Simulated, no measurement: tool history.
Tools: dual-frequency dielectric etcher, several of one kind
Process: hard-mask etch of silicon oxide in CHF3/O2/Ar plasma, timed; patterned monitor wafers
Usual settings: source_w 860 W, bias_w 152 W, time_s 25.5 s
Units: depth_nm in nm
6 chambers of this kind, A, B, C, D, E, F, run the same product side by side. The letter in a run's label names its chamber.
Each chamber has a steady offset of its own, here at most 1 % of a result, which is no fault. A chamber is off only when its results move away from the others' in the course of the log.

run,hour,source_w,bias_w,time_s,hours since the last wet clean,hours since the last source power generator calibration,hours since the last bias power generator calibration,"read-back reference wafer on the same gauge, depth_nm",depth_nm
1F,2.8,860,152,25.5,51.8,1248.4,766.5,63.305,54.725
2A,5.5,860,152,25.5,362.9,2777.8,2498.6,63.287,54.343
3C,8.4,860,152,25.5,263.2,1955.3,2346.1,63.303,54.998
4E,10.7,860,152,25.5,128.8,1510.3,1844.5,63.300,54.722
5B,14.0,860,152,25.5,61.5,2312.3,2612.5,63.343,54.504
6D,16.9,860,152,25.5,272.8,3544.6,1899.7,63.293,55.087
7E,20.6,860,152,25.5,138.7,1520.2,1854.4,63.257,54.851
8D,24.9,860,170,25.5,280.8,3552.6,1907.7,63.332,57.121
9F,28.8,860,170,25.5,77.8,1274.4,792.5,63.305,56.844
10B,33.8,860,170,25.5,81.3,2332.1,2632.3,63.292,56.407
11A,38.5,860,170,25.5,395.9,2810.8,2531.6,63.316,56.347
12C,41.6,860,170,25.5,296.4,1988.5,2379.3,63.330,57.086
13B,45.8,860,170,25.5,93.3,2344.1,2644.3,63.271,56.525
14F,50.0,1000,186,25.5,99.0,1295.6,813.7,63.303,62.154
15A,54.0,1000,186,25.5,411.4,2826.3,2547.1,63.338,61.309
16E,58.2,1000,186,25.5,176.3,1557.8,1892.0,63.258,62.374
17D,61.2,1000,186,25.5,317.1,3588.9,1944.0,63.280,62.424
18C,64.4,1000,186,25.5,319.2,2011.3,2402.1,63.248,62.332
19A,68.2,1000,186,25.5,425.6,2840.5,2561.3,63.294,61.617
20C,71.8,860,152,25.5,326.6,2018.7,2409.5,63.281,54.879
21B,74.6,860,152,25.5,122.1,2372.9,2673.1,63.315,54.724
22E,78.4,860,152,25.5,196.5,1578.0,1912.2,63.286,54.735
23F,80.7,860,152,25.5,129.7,1326.3,844.4,63.368,55.019
24D,83.2,860,152,25.5,339.1,3610.9,1966.0,63.337,54.980
25D,87.6,860,152,25.5,343.5,3615.3,1970.4,63.282,55.264
26A,91.4,860,152,25.5,448.8,2863.7,2584.5,63.276,54.355
# hour 95.3: chamber E: source power generator calibrated
27C,95.7,860,152,25.5,350.5,2042.6,2433.4,63.305,54.745
28E,99.3,860,152,25.5,217.4,4.1,1933.1,63.295,55.627
29F,102.6,860,152,25.5,151.6,1348.2,866.3,63.337,54.668
# hour 104.7: chamber A: wet clean of the chamber
30B,105.5,860,152,25.5,153.0,2403.8,2704.0,63.282,54.513
31A,110.6,860,152,25.5,5.9,2882.9,2603.7,63.219,54.743
32C,113.1,860,128,25.5,367.9,2060.0,2450.8,63.292,52.082
33B,116.4,860,128,25.5,163.9,2414.7,2714.9,63.317,51.627
34E,120.2,860,128,25.5,238.3,25.0,1954.0,63.312,52.857
35F,124.1,860,128,25.5,173.1,1369.7,887.8,63.345,51.988
36D,127.2,860,128,25.5,383.1,3654.9,2010.0,63.277,52.317
37D,131.6,860,128,25.5,387.5,3659.3,2014.4,63.302,52.413
38B,135.7,860,152,25.5,183.2,2434.0,2734.2,63.298,54.618
39C,140.0,860,152,25.5,394.8,2086.9,2477.7,63.315,55.198
40E,145.0,860,152,25.5,263.1,49.8,1978.8,63.252,55.637
41F,149.7,860,152,25.5,198.7,1395.3,913.4,63.301,54.811

Next, every chamber runs the same settings. What will each give?
42A,153.4,860,152,31.5,,,,,?
42B,153.4,860,152,31.5,,,,,?
42C,153.4,860,152,31.5,,,,,?
42D,153.4,860,152,31.5,,,,,?
42E,153.4,860,152,31.5,,,,,?
42F,153.4,860,152,31.5,,,,,?

run,depth_nm
42A,67.428
42B,67.486
42C,67.970
42D,68.037
42E,68.684
42F,67.969
